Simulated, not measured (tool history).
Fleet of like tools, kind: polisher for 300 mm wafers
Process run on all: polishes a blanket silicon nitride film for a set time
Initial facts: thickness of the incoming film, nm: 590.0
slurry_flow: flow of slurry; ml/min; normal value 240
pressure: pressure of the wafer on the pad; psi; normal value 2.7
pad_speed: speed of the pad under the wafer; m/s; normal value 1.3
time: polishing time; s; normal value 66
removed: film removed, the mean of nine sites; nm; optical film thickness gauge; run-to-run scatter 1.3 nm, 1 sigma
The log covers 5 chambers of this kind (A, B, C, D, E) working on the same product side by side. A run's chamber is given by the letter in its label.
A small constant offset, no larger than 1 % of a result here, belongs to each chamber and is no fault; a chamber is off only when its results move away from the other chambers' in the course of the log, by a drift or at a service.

{"hour": 0.3, "done": "chamber E: worn pad replaced by a new one"}
{"hour": 5.7, "done": "chamber B: worn pad replaced by a new one"}
{"run": "1C", "hour": 6.8, "slurry_flow": 240, "pressure": 2.7, "pad_speed": 1.3, "time": 66, "removed": 121.98}
{"run": "2A", "hour": 16.2, "slurry_flow": 240, "pressure": 2.7, "pad_speed": 1.3, "time": 66, "removed": 122.14}
{"run": "3B", "hour": 25.5, "slurry_flow": 240, "pressure": 2.7, "pad_speed": 1.3, "time": 66, "removed": 121.74}
{"run": "4D", "hour": 35.5, "slurry_flow": 240, "pressure": 2.7, "pad_speed": 1.3, "time": 66, "removed": 122.31}
{"hour": 37.9, "done": "chamber D: head pressure recalibrated"}
{"hour": 39.6, "done": "chamber A: worn pad replaced by a new one"}
{"run": "5E", "hour": 47.0, "slurry_flow": 240, "pressure": 2.7, "pad_speed": 1.3, "time": 66, "removed": 120.4}
{"run": "6D", "hour": 55.1, "slurry_flow": 240, "pressure": 2.7, "pad_speed": 1.3, "time": 66, "removed": 122.1}
{"hour": 61.7, "done": "chamber C: worn pad replaced by a new one"}
{"run": "7C", "hour": 61.8, "slurry_flow": 240, "pressure": 2.7, "pad_speed": 1.3, "time": 84, "removed": 155.19}
{"hour": 67.9, "done": "chamber E: worn pad replaced by a new one"}
{"run": "8B", "hour": 71.2, "slurry_flow": 240, "pressure": 2.7, "pad_speed": 1.3, "time": 84, "removed": 155.55}
{"hour": 71.5, "done": "chamber C: slurry nozzle cleaned"}
{"run": "9A", "hour": 82.8, "slurry_flow": 240, "pressure": 2.7, "pad_speed": 1.3, "time": 84, "removed": 155.93}
{"run": "10E", "hour": 91.4, "slurry_flow": 240, "pressure": 2.7, "pad_speed": 1.3, "time": 84, "removed": 155.54}
{"hour": 92.3, "done": "chamber B: worn pad replaced by a new one"}
{"run": "11A", "hour": 97.6, "slurry_flow": 240, "pressure": 2.7, "pad_speed": 1.3, "time": 84, "removed": 154.7}
{"run": "12C", "hour": 104.3, "slurry_flow": 240, "pressure": 3.3, "pad_speed": 1.54, "time": 66, "removed": 172.44}
{"hour": 109.5, "done": "chamber D: worn pad replaced by a new one"}
{"hour": 109.8, "done": "chamber A: worn pad replaced by a new one"}
{"run": "13B", "hour": 116.8, "slurry_flow": 240, "pressure": 3.3, "pad_speed": 1.54, "time": 66, "removed": 170.08}
{"run": "14E", "hour": 124.8, "slurry_flow": 240, "pressure": 3.3, "pad_speed": 1.54, "time": 66, "removed": 175.01}
{"run": "15D", "hour": 132.7, "slurry_flow": 240, "pressure": 3.3, "pad_speed": 1.54, "time": 66, "removed": 169.62}
{"hour": 139.0, "done": "chamber C: worn pad replaced by a new one"}
{"hour": 139.8, "done": "chamber E: worn pad replaced by a new one"}
{"run": "16D", "hour": 145.4, "slurry_flow": 240, "pressure": 3.3, "pad_speed": 1.54, "time": 66, "removed": 170.97}
{"run": "17E", "hour": 155.3, "slurry_flow": 240, "pressure": 2.7, "pad_speed": 1.3, "time": 66, "removed": 121.37}
{"run": "18C", "hour": 162.3, "slurry_flow": 240, "pressure": 2.7, "pad_speed": 1.3, "time": 66, "removed": 122.76}
{"run": "19A", "hour": 169.5, "slurry_flow": 240, "pressure": 2.7, "pad_speed": 1.3, "time": 66, "removed": 121.4}
{"hour": 169.9, "done": "chamber B: worn pad replaced by a new one"}
{"hour": 178.8, "done": "chamber A: worn pad replaced by a new one"}
{"hour": 180.2, "done": "chamber A: slurry nozzle cleaned"}
{"run": "20B", "hour": 181.9, "slurry_flow": 310, "pressure": 2.7, "pad_speed": 1.3, "time": 88, "removed": 170.02}
{"hour": 184.4, "done": "chamber C: head pressure recalibrated"}
{"run": "21A", "hour": 193.4, "slurry_flow": 310, "pressure": 2.7, "pad_speed": 1.3, "time": 88, "removed": 167.44}
{"hour": 201.7, "done": "chamber C: worn pad replaced by a new one"}
{"run": "22D", "hour": 202.1, "slurry_flow": 310, "pressure": 2.7, "pad_speed": 1.3, "time": 88, "removed": 167.97}
{"run": "23B", "hour": 210.7, "slurry_flow": 310, "pressure": 2.7, "pad_speed": 1.3, "time": 88, "removed": 164.91}
{"hour": 219.0, "done": "chamber E: worn pad replaced by a new one"}
{"run": "24E", "hour": 220.4, "slurry_flow": 310, "pressure": 2.7, "pad_speed": 1.3, "time": 88, "removed": 165.4}
{"hour": 221.8, "done": "chamber D: worn pad replaced by a new one"}
{"run": "25C", "hour": 232.9, "slurry_flow": 240, "pressure": 2.7, "pad_speed": 1.3, "time": 66, "removed": 131.92}
{"run": "26A", "hour": 244.2, "slurry_flow": 240, "pressure": 2.7, "pad_speed": 1.3, "time": 66, "removed": 122.05}
{"run": "27E", "hour": 251.2, "slurry_flow": 240, "pressure": 2.7, "pad_speed": 1.3, "time": 66, "removed": 119.89}
{"hour": 257.3, "done": "chamber D: slurry nozzle cleaned"}
{"hour": 260.0, "done": "chamber A: worn pad replaced by a new one"}
{"hour": 263.0, "done": "chamber B: slurry nozzle cleaned"}
{"run": "28B", "hour": 263.0, "slurry_flow": 240, "pressure": 2.7, "pad_speed": 1.3, "time": 66, "removed": 125.34}
{"hour": 269.8, "done": "chamber B: worn pad replaced by a new one"}
{"run": "29D", "hour": 271.3, "slurry_flow": 240, "pressure": 2.7, "pad_speed": 1.3, "time": 66, "removed": 121.33}
{"hour": 275.3, "done": "chamber C: worn pad replaced by a new one"}
{"run": "30C", "hour": 278.2, "slurry_flow": 240, "pressure": 2.7, "pad_speed": 1.3, "time": 66, "removed": 132.99}
{"hour": 281.1, "done": "chamber E: worn pad replaced by a new one"}
{"run": "31B", "hour": 289.6, "slurry_flow": 240, "pressure": 2.7, "pad_speed": 1.3, "time": 66, "removed": 121.77}
{"run": "32A", "hour": 302.1, "slurry_flow": 190, "pressure": 2.7, "pad_speed": 1.72, "time": 66, "removed": 147.33}
{"run": "33C", "hour": 308.9, "slurry_flow": 190, "pressure": 2.7, "pad_speed": 1.72, "time": 66, "removed": 163.61}
{"run": "34D", "hour": 320.0, "slurry_flow": 190, "pressure": 2.7, "pad_speed": 1.72, "time": 66, "removed": 148.28}
{"hour": 325.4, "done": "chamber D: worn pad replaced by a new one"}
{"run": "35E", "hour": 332.2, "slurry_flow": 190, "pressure": 2.7, "pad_speed": 1.72, "time": 66, "removed": 148.37}
{"run": "36E", "hour": 341.3, "slurry_flow": 190, "pressure": 2.7, "pad_speed": 1.72, "time": 66, "removed": 148}
{"run": "37B", "hour": 349.9, "slurry_flow": 240, "pressure": 2.7, "pad_speed": 1.3, "time": 66, "removed": 124.63}
{"run": "38D", "hour": 359.9, "slurry_flow": 240, "pressure": 2.7, "pad_speed": 1.3, "time": 66, "removed": 121.05}

Is one chamber out of step, is the gauge drifting, or do the chambers differ by no more than their own small offsets? For an off chamber, give its letter and the likeliest cause.

A service left chamber C off against the others.
Most likely cause: head's pressure above its setpoint, % = 8.44.

Which of the 4 candidates below, each the usual settings with something changed and its results left as question marks, puts chamber C back in line with what the other chambers give on the usual settings?
A result is in line if it is within this distance of the other chambers' mean on the usual settings: removed 4.5 nm
{"run": "39C-1", "hour": 369.0, "slurry_flow": 240, "pressure": 2.7, "pad_speed": 1.3, "time": 65, "removed": "?"}
{"run": "39C-2", "hour": 369.0, "slurry_flow": 240, "pressure": 2.8, "pad_speed": 1.34, "time": 68, "removed": "?"}
{"run": "39C-3", "hour": 369.0, "slurry_flow": 240, "pressure": 2.6, "pad_speed": 1.26, "time": 64, "removed": "?"}
{"run": "39C-4", "hour": 369.0, "slurry_flow": 240, "pressure": 2.7, "pad_speed": 1.32, "time": 66, "removed": "?"}

The mean the other chambers reach with the usual settings: removed 122.18 nm
run=39C-1 removed=129.91
run=39C-2 removed=144.47
run=39C-3 removed=120.07
run=39C-4 removed=133.53
With 39C-3, the chamber falls back in line with the rest.
